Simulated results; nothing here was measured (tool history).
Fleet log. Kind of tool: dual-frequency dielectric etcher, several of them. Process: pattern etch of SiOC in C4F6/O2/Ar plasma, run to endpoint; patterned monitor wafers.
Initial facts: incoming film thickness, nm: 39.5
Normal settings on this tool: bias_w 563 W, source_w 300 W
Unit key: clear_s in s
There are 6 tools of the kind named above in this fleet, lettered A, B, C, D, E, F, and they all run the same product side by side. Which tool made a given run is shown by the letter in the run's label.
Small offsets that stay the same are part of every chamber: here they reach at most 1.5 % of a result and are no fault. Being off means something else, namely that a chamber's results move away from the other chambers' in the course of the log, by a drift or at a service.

run,hour,bias_w,source_w,hours since the last wet clean,hours since the last bias power generator calibration,hours since the last source power generator calibration,clear_s
# hour 2.9: chamber C: wet clean of the chamber
1B,9.4,563,300,150.1,2228,2372.8,14.125
2F,24.4,563,300,81.5,1211.7,172.4,14.111
3C,34.3,563,300,31.5,3754.7,545.7,14.24
4A,44.9,563,300,221.1,1496.5,844.7,14.173
5D,59.4,563,300,90.1,1787.7,2110.1,14.193
6E,69.9,625,260,360.1,1921.2,2919.5,14.335
7C,76.9,625,260,74.1,3797.3,588.3,14.498
8B,87.6,625,260,228.3,2306.2,2451,14.326
9D,94.5,625,260,125.2,1822.8,2145.2,14.36
10A,104.5,625,260,280.7,1556.1,904.3,14.206
11E,118.2,625,260,408.4,1969.5,2967.8,14.28
12F,131.4,633,280,188.5,1318.7,279.4,13.862
13E,145.8,633,280,436,1997.1,2995.4,13.845
14F,157.2,633,280,214.3,1344.5,305.2,13.844
15D,166.6,633,280,197.3,1894.9,2217.3,13.949
16A,179.1,633,280,355.3,1630.7,978.9,13.818
# hour 183.4: chamber B: source power generator calibrated
17C,193.9,633,280,191.1,3914.3,705.3,13.929
18B,201,563,300,341.7,2419.6,17.6,14.086
19D,216.9,563,300,247.6,1945.2,2267.6,14.101
20A,230.5,563,300,406.7,1682.1,1030.3,14.171
# hour 238.9: chamber A: wet clean of the chamber
21C,240.2,563,300,237.4,3960.6,751.6,14.289
22F,250.4,563,300,307.5,1437.7,398.4,14.076
23B,266.1,563,300,406.8,2484.7,82.7,14.235
24E,278.3,563,300,568.5,2129.6,3127.9,14.123
25F,294.1,563,300,351.2,1481.4,442.1,14.143
26C,304,563,300,301.2,4024.4,815.4,14.148
27B,314.1,563,300,454.8,2532.7,130.7,14.166
# hour 328.2: chamber E: wet clean of the chamber
28A,328.4,563,300,89.6,1780,1128.2,14.205
# hour 334.9: chamber B: wet clean of the chamber
29D,335.7,563,300,366.4,2064,2386.4,14.169
30E,349.6,440,300,21.4,2200.9,3199.2,15.518
31B,363.3,440,300,28.4,2581.9,179.9,15.583
# hour 366.1: chamber F: wet clean of the chamber
32F,373.6,440,300,7.6,1560.9,521.6,15.55
# hour 376.5: chamber C: wet clean of the chamber
33A,389.2,440,300,150.4,1840.8,1189,15.546
# hour 402.4: chamber D: wet clean of the chamber
34E,404.5,440,300,76.3,2255.8,3254.1,15.49
35C,419.3,440,300,42.9,4139.7,930.7,15.644
36D,428.3,676,300,25.9,2156.6,2479,13.105
37F,444,676,300,78,1631.3,592,13.274
# hour 452.1: chamber E: bias power generator calibrated
38D,454.3,676,300,51.9,2182.6,2505,13.124
39C,461.6,676,300,85.2,4182,973,13.319
40B,475.4,676,300,140.5,2694,292,13.203
41E,484.4,676,300,156.2,32.3,3334,13.072
42A,498.9,563,300,260.1,1950.5,1298.7,14.071

Is one chamber off against the others, does the gauge drift, or is nothing wrong? If a chamber is off, say which, and what the likeliest cause is.

No chamber stands off beyond its own small offset, and the gauge holds steady.
